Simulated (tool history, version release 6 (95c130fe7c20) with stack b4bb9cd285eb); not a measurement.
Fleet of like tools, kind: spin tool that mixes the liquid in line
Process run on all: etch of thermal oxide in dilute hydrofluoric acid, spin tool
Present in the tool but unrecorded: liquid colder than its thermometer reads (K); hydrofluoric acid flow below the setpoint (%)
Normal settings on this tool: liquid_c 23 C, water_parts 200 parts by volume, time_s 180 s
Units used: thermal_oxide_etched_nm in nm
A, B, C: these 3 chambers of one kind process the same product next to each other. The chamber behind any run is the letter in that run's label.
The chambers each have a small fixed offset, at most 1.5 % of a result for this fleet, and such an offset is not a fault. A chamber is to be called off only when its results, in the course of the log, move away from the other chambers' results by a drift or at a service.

run    day  liquid_c  water_parts  time_s  hours since the thermometer was replaced  hours since the hydrofluoric acid flow meter was replaced  read-back film thickness of the thermal oxide reference wafer, read on the same gauge (nm)  thermal_oxide_etched_nm
 1A  0.138        23          200     180                                    1044.9                                                     1578.5                                                                                      50.009                   3.6897
 2C  0.325        23          200     180                                        49                                                        259                                                                                      49.998                   3.7066
 3B  0.504        23          200     180                                     725.4                                                      979.5                                                                                       49.97                   3.7459
 4B  0.667        23          200     180                                     729.3                                                      983.4                                                                                      49.984                    3.704
 5C  0.783        23          200     140                                        60                                                        270                                                                                      50.013                   2.9192
 6A  0.929        23          200     140                                    1063.9                                                     1597.5                                                                                      49.942                   2.9151
 7C  1.071        23          200     140                                      66.9                                                      276.9                                                                                      50.015                    2.916
 8B  1.192        23          200     180                                     741.9                                                        996                                                                                      49.986                   3.6692
 9A  1.317        23          200     180                                    1073.2                                                     1606.8                                                                                      50.003                   3.7768
10A  1.479        23          200     180                                    1077.1                                                     1610.7                                                                                      49.999                   3.7779
11B  1.683        23          200     180                                     753.7                                                     1007.8                                                                                      49.982                   3.6085
12C  1.817        23          200     180                                      84.8                                                      294.8                                                                                      50.028                   3.7242
13C  1.967        23          200     180                                      88.4                                                      298.4                                                                                      50.013                   3.6984
14B  2.062        23          200     180                                     762.8                                                     1016.9                                                                                      50.009                   3.5825
15A  2.179        23          235     135                                    1093.9                                                     1627.5                                                                                      50.036                   2.2899
16C  2.392        23          235     135                                      98.6                                                      308.6                                                                                      49.984                   2.2922
17B  2.546        23          235     135                                     774.4                                                     1028.5                                                                                      49.994                    2.173
18A  2.729        23          200     180                                    1107.1                                                     1640.7                                                                                      50.014                   3.7685
19C  2.879        23          200     180                                     110.3                                                      320.3                                                                                      50.007                    3.697
20A      3        23          200     180                                    1113.6                                                     1647.2                                                                                       49.99                   3.7438

Does one chamber stand apart from the rest, does the shared gauge drift, or is all well apart from small per-chamber offsets? Give the chamber and the most likely cause, where there is one.

Little by little, chamber B moves away from the other chambers.
What lies behind it: liquid colder than its thermometer reads (K) = 2.1.
With only this log, it may be confused with: hydrofluoric acid flow below the setpoint (%).

Chamber B could run next with any of the 4 candidate recipes listed below; each alters the usual settings, and their results appear as question marks. Which one brings its results back in line with what the other chambers deliver on the usual settings?
In line means no further than this from the other chambers' mean on the usual settings: thermal_oxide_etched_nm 0.097 nm
21B-1  3.154        23          190     190                                                                                                                                                                                                                         ?
21B-2  3.154      19.5          200     180                                                                                                                                                                                                                         ?
21B-3  3.154        23          210     180                                                                                                                                                                                                                         ?
21B-4  3.154        23          195     185                                                                                                                                                                                                                         ?

What the other chambers average on the usual settings: thermal_oxide_etched_nm 3.7302 nm
  run  thermal_oxide_etched_nm
21B-1                   3.9032
21B-2                   3.0321
21B-3                   3.2749
21B-4                   3.6829
21B-4 puts the chamber back in line with the other chambers.

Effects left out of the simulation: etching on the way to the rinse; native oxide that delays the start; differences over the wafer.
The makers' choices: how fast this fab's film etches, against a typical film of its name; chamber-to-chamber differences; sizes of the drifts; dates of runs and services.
